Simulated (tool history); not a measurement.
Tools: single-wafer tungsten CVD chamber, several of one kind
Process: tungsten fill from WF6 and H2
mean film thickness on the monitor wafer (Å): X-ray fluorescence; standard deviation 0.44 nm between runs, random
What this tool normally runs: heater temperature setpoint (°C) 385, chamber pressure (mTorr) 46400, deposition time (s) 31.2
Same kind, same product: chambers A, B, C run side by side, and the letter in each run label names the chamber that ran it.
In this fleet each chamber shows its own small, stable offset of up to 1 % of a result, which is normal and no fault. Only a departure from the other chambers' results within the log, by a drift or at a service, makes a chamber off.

run	hour	heater temperature setpoint (°C)	chamber pressure (mTorr)	deposition time (s)	hours since the last thermocouple change	hours since the last manometer calibration	read-back reference wafer on the same gauge, thickness_nm	mean film thickness on the monitor wafer (Å)
1B	10.9	385	46400	31.2	888.1	419.3	86.862	844.41
2C	26.7	385	46400	31.2	103.6	301.7	86.891	833.90
3A	39.6	385	46400	31.2	1716.4	1607.0	86.686	836.44
4B	56.0	385	46400	31.2	933.2	464.4	86.869	840.60
5C	70.8	390	46400	31.2	147.7	345.8	86.898	912.85
6A	78.7	390	46400	31.2	1755.5	1646.1	86.747	932.09
7B	86.6	390	46400	31.2	963.8	495.0	86.836	923.42
8C	94.3	385	46400	31.2	171.2	369.3	86.767	825.61
9A	103.2	380	46400	36.7	1780.0	1670.6	86.900	887.61
10C	118.1	380	46400	36.7	195.0	393.1	86.852	880.92
11B	134.4	380	46400	36.7	1011.6	542.8	86.874	889.56
12A	150.0	385	46400	25.6	1826.8	1717.4	86.786	695.56
13B	161.1	385	46400	25.6	1038.3	569.5	86.867	695.61
14A	170.1	385	46400	25.6	1846.9	1737.5	86.746	694.89
15C	186.0	385	46400	31.2	262.9	461.0	86.840	832.53
16A	194.8	385	36200	36.5	1871.6	1762.2	86.835	887.56
17B	205.8	385	36200	36.5	1083.0	614.2	86.797	874.46
18C	221.4	385	36200	36.5	298.3	496.4	86.877	867.86
19C	229.9	385	46400	31.2	306.8	504.9	86.881	830.71
20A	245.5	376	46400	31.2	1922.3	1812.9	86.799	723.25
21B	253.9	376	46400	31.2	1131.1	662.3	86.758	702.73
22A	270.2	376	46400	31.2	1947.0	1837.6	86.837	724.36
23B	285.8	385	46400	31.2	1163.0	694.2	86.841	839.29
24C	295.9	385	46400	31.2	372.8	570.9	86.798	823.91
25C	309.5	385	46400	31.2	386.4	584.5	86.741	838.59
26B	325.2	385	46400	31.2	1202.4	733.6	86.834	840.51

For the next run the whole fleet of 3 chambers uses the same settings. Give each chamber's results:
27A	337.0	385	46400	33.9				?
27B	337.0	385	46400	33.9				?
27C	337.0	385	46400	33.9				?

run	mean film thickness on the monitor wafer (Å)
27A	950.90
27B	908.60
27C	900.34

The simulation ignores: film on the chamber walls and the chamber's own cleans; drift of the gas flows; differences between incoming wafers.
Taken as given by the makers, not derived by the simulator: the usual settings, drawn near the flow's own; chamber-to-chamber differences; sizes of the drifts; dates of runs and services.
